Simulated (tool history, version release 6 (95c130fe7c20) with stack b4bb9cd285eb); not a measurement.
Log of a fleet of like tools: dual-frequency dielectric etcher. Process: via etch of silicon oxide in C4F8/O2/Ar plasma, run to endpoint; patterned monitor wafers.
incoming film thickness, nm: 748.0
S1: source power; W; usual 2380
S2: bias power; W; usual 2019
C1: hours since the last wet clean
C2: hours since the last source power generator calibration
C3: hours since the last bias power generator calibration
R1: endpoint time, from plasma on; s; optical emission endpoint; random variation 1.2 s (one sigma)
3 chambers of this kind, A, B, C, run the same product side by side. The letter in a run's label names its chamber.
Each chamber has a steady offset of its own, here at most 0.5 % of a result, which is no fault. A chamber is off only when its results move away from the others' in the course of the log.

| run | hour | S1 | S2 | C1 | C2 | C3 | R1 |
|---|---|---|---|---|---|---|---|
| 1C | 5.2 | 2380 | 2019 | 327.6 | 1886.1 | 1032.8 | 137.29 |
| 2A | 9.8 | 2380 | 2019 | 509.3 | 1024.9 | 3445.2 | 138 |
| 3B | 15.1 | 2380 | 2019 | 214.1 | 823.5 | 3397.9 | 138.47 |
| 4B | 20.2 | 2380 | 2019 | 219.2 | 828.6 | 3403 | 139.44 |
| 5A | 23.5 | 2380 | 2019 | 523 | 1038.6 | 3458.9 | 137 |
| 6C | 28.8 | 2380 | 2019 | 351.2 | 1909.7 | 1056.4 | 134.39 |
| 7A | 33.7 | 2380 | 2019 | 533.2 | 1048.8 | 3469.1 | 137.55 |
| 8B | 36.5 | 1940 | 2019 | 235.5 | 844.9 | 3419.3 | 150.55 |
| 9C | 39.9 | 1940 | 2019 | 362.3 | 1920.8 | 1067.5 | 148.68 |
|  | 40.2 | chamber A: wet clean of the chamber |
| 10C | 45.7 | 1940 | 2019 | 368.1 | 1926.6 | 1073.3 | 150.06 |
| 11A | 48.9 | 2380 | 2019 | 8.7 | 1064 | 3484.3 | 137.52 |
| 12B | 51.6 | 2380 | 2019 | 250.6 | 860 | 3434.4 | 136.1 |
| 13A | 56.4 | 2380 | 2019 | 16.2 | 1071.5 | 3491.8 | 137.89 |
| 14C | 61.3 | 2380 | 2019 | 383.7 | 1942.2 | 1088.9 | 135.92 |
| 15B | 64.9 | 2380 | 2019 | 263.9 | 873.3 | 3447.7 | 134.78 |
| 16C | 67.8 | 2380 | 2019 | 390.2 | 1948.7 | 1095.4 | 137.55 |
| 17B | 72.5 | 1960 | 2019 | 271.5 | 880.9 | 3455.3 | 151.01 |
| 18A | 78.1 | 1960 | 2019 | 37.9 | 1093.2 | 3513.5 | 147.98 |
| 19B | 81.5 | 1960 | 2019 | 280.5 | 889.9 | 3464.3 | 148.23 |
| 20C | 84.4 | 2380 | 2019 | 406.8 | 1965.3 | 1112 | 138.19 |
|  | 84.9 | chamber C: wet clean of the chamber |
| 21A | 87.6 | 2380 | 2019 | 47.4 | 1102.7 | 3523 | 137.49 |
| 22C | 93.3 | 2380 | 2019 | 8.5 | 1974.2 | 1120.9 | 138.81 |
| 23B | 96 | 2380 | 2019 | 295 | 904.4 | 3478.8 | 139.08 |
| 24A | 100.1 | 2380 | 2019 | 59.9 | 1115.2 | 3535.5 | 137.92 |
| 25B | 105.5 | 2810 | 1868 | 304.5 | 913.9 | 3488.3 | 131.52 |
| 26A | 109.2 | 2810 | 1868 | 69 | 1124.3 | 3544.6 | 133 |
| 27C | 114.9 | 2810 | 1868 | 30.1 | 1995.8 | 1142.5 | 131.43 |
| 28C | 118.3 | 2380 | 2019 | 33.5 | 1999.2 | 1145.9 | 137.14 |
| 29A | 121.8 | 2380 | 2019 | 81.6 | 1136.9 | 3557.2 | 140.91 |
| 30B | 125.7 | 2380 | 2019 | 324.7 | 934.1 | 3508.5 | 135.92 |
| 31C | 129.4 | 2380 | 2019 | 44.6 | 2010.3 | 1157 | 137.19 |
| 32A | 134.9 | 2380 | 2019 | 94.7 | 1150 | 3570.3 | 136.22 |
| 33B | 139.3 | 2380 | 2019 | 338.3 | 947.7 | 3522.1 | 136.99 |
| 34C | 143.9 | 2380 | 2019 | 59.1 | 2024.8 | 1171.5 | 136.19 |
| 35B | 149.7 | 2380 | 2281 | 348.7 | 958.1 | 3532.5 | 132.97 |
| 36A | 153.1 | 2380 | 2281 | 112.9 | 1168.2 | 3588.5 | 132.67 |
| 37B | 157.6 | 2380 | 2281 | 356.6 | 966 | 3540.4 | 132.05 |
| 38C | 163.1 | 2380 | 2019 | 78.3 | 2044 | 1190.7 | 136.57 |
| 39A | 168.7 | 2580 | 2019 | 128.5 | 1183.8 | 3604.1 | 131.97 |

All 3 chambers run these settings next. Forecast each chamber's results:
| 40A | 172.9 | 2910 | 2019 |  |  |  | ? |
| 40B | 172.9 | 2910 | 2019 |  |  |  | ? |
| 40C | 172.9 | 2910 | 2019 |  |  |  | ? |

| run | R1 |
|---|---|
| 40A | 125.21 |
| 40B | 126.32 |
| 40C | 128.62 |

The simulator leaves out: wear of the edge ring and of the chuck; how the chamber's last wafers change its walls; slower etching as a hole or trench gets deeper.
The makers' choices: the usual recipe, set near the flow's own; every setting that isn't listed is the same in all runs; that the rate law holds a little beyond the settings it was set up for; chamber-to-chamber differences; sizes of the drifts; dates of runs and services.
